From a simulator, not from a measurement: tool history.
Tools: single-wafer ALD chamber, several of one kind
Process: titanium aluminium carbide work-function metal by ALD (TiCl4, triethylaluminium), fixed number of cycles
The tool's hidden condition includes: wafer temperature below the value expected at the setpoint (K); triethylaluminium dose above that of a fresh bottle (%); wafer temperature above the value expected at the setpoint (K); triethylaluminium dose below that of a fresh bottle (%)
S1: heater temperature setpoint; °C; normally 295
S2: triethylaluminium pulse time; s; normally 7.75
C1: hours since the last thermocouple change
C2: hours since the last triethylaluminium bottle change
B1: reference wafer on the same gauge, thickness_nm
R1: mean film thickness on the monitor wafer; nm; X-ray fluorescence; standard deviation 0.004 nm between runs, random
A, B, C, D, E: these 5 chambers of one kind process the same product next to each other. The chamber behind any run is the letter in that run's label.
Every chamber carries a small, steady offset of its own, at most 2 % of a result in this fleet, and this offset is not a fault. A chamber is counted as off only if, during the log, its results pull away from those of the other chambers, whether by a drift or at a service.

Run 1A, day 0.133: usual settings; C1 12.2; C2 1457.3; B1 2.1705. Result: R1 1.8913 nm.
Run 2E, day 0.242: usual settings; C1 801.6; C2 211.3; B1 2.1702. Result: R1 1.8911 nm.
Run 3D, day 0.383: usual settings; C1 849.1; C2 381; B1 2.17. Result: R1 1.8631 nm.
Run 4C, day 0.475: usual settings; C1 756.7; C2 328.6; B1 2.1681. Result: R1 1.8675 nm.
Run 5B, day 0.562: usual settings; C1 1831.8; C2 1382.7; B1 2.17. Result: R1 1.9085 nm.
Run 6B, day 0.738: usual settings; C1 1836; C2 1386.9; B1 2.1699. Result: R1 1.9159 nm.
Run 7E, day 0.921: usual settings; C1 817.9; C2 227.6; B1 2.1698. Result: R1 1.8945 nm.
Run 8C, day 1.079: usual settings; C1 771.2; C2 343.1; B1 2.1683. Result: R1 1.8813 nm.
Run 9D, day 1.175: usual settings; C1 868.1; C2 400; B1 2.1711. Result: R1 1.8614 nm.
Run 10A, day 1.258: usual settings; C1 39.2; C2 1484.3; B1 2.1707. Result: R1 1.8802 nm.
Run 11A, day 1.375: usual settings; C1 42; C2 1487.1; B1 2.1709. Result: R1 1.8892 nm.
Run 12C, day 1.542: usual settings; C1 782.3; C2 354.2; B1 2.1694. Result: R1 1.8793 nm.
Run 13D, day 1.712: usual settings; C1 881; C2 412.9; B1 2.1698. Result: R1 1.8662 nm.
Run 14E, day 1.804: usual settings; C1 839.1; C2 248.8; B1 2.1698. Result: R1 1.8988 nm.
Run 15B, day 1.908: usual settings; C1 1864.1; C2 1415; B1 2.1705. Result: R1 1.9072 nm.
Run 16C, day 2.083: usual settings but S1 286 °C; C1 795.3; C2 367.2; B1 2.1698. Result: R1 1.801 nm.
Run 17A, day 2.196: usual settings but S1 286 °C; C1 61.7; C2 1506.8; B1 2.1701. Result: R1 1.8185 nm.
Run 18B, day 2.321: usual settings but S1 286 °C; C1 1874; C2 1424.9; B1 2.1696. Result: R1 1.8397 nm.
Run 19D, day 2.496: usual settings but S1 286 °C; C1 899.8; C2 431.7; B1 2.1711. Result: R1 1.7901 nm.
Run 20E, day 2.65: usual settings but S1 286 °C; C1 859.4; C2 269.1; B1 2.1697. Result: R1 1.819 nm.
Run 21C, day 2.825: usual settings; C1 813.1; C2 385; B1 2.1682. Result: R1 1.8821 nm.
Run 22D, day 2.992: usual settings; C1 911.7; C2 443.6; B1 2.1704. Result: R1 1.8656 nm.
Run 23E, day 3.175: usual settings; C1 872; C2 281.7; B1 2.1715. Result: R1 1.896 nm.
Run 24B, day 3.338: usual settings but S1 285 °C, S2 6.09 s; C1 1898.4; C2 1449.3; B1 2.1702. Result: R1 1.7214 nm.
Run 25A, day 3.475: usual settings but S1 285 °C, S2 6.09 s; C1 92.4; C2 1537.5; B1 2.1708. Result: R1 1.7077 nm.
Run 26E, day 3.608: usual settings but S1 285 °C, S2 6.09 s; C1 882.4; C2 292.1; B1 2.1703. Result: R1 1.7106 nm.
Run 27D, day 3.738: usual settings but S1 285 °C, S2 6.09 s; C1 929.6; C2 461.5; B1 2.1698. Result: R1 1.6708 nm.
Run 28A, day 3.879: usual settings but S1 285 °C, S2 6.09 s; C1 102.1; C2 1547.2; B1 2.1706. Result: R1 1.6983 nm.
Run 29C, day 4.008: usual settings; C1 841.5; C2 413.4; B1 2.1694. Result: R1 1.8772 nm.
Run 30B, day 4.133: usual settings; C1 1917.5; C2 1468.4; B1 2.1704. Result: R1 1.9069 nm.
Run 31E, day 4.225: usual settings; C1 897.2; C2 306.9; B1 2.1702. Result: R1 1.8989 nm.
Run 32D, day 4.312: usual settings; C1 943.4; C2 475.3; B1 2.1702. Result: R1 1.8637 nm.
Run 33A, day 4.467: usual settings; C1 116.2; C2 1561.3; B1 2.1699. Result: R1 1.8852 nm.
Run 34B, day 4.642: usual settings; C1 1929.7; C2 1480.6; B1 2.1705. Result: R1 1.9084 nm.
Run 35C, day 4.817: usual settings; C1 860.9; C2 432.8; B1 2.1699. Result: R1 1.8808 nm.
Run 36B, day 4.988: usual settings; C1 1938; C2 1488.9; B1 2.1713. Result: R1 1.9187 nm.
Run 37D, day 5.175: usual settings but S2 5.5 s; C1 964.1; C2 496; B1 2.1693. Result: R1 1.6974 nm.
Run 38E, day 5.275: usual settings but S2 5.5 s; C1 922.4; C2 332.1; B1 2.1707. Result: R1 1.7357 nm.

For the next run the whole fleet of 5 chambers uses the same settings. Give each chamber's results:
Run 39A, day 5.408: usual settings. Result: R1 ?.
Run 39B, day 5.408: usual settings. Result: R1 ?.
Run 39C, day 5.408: usual settings. Result: R1 ?.
Run 39D, day 5.408: usual settings. Result: R1 ?.
Run 39E, day 5.408: usual settings. Result: R1 ?.

run      R1
39A  1.8845
39B  1.9124
39C  1.8793
39D  1.8682
39E  1.8971
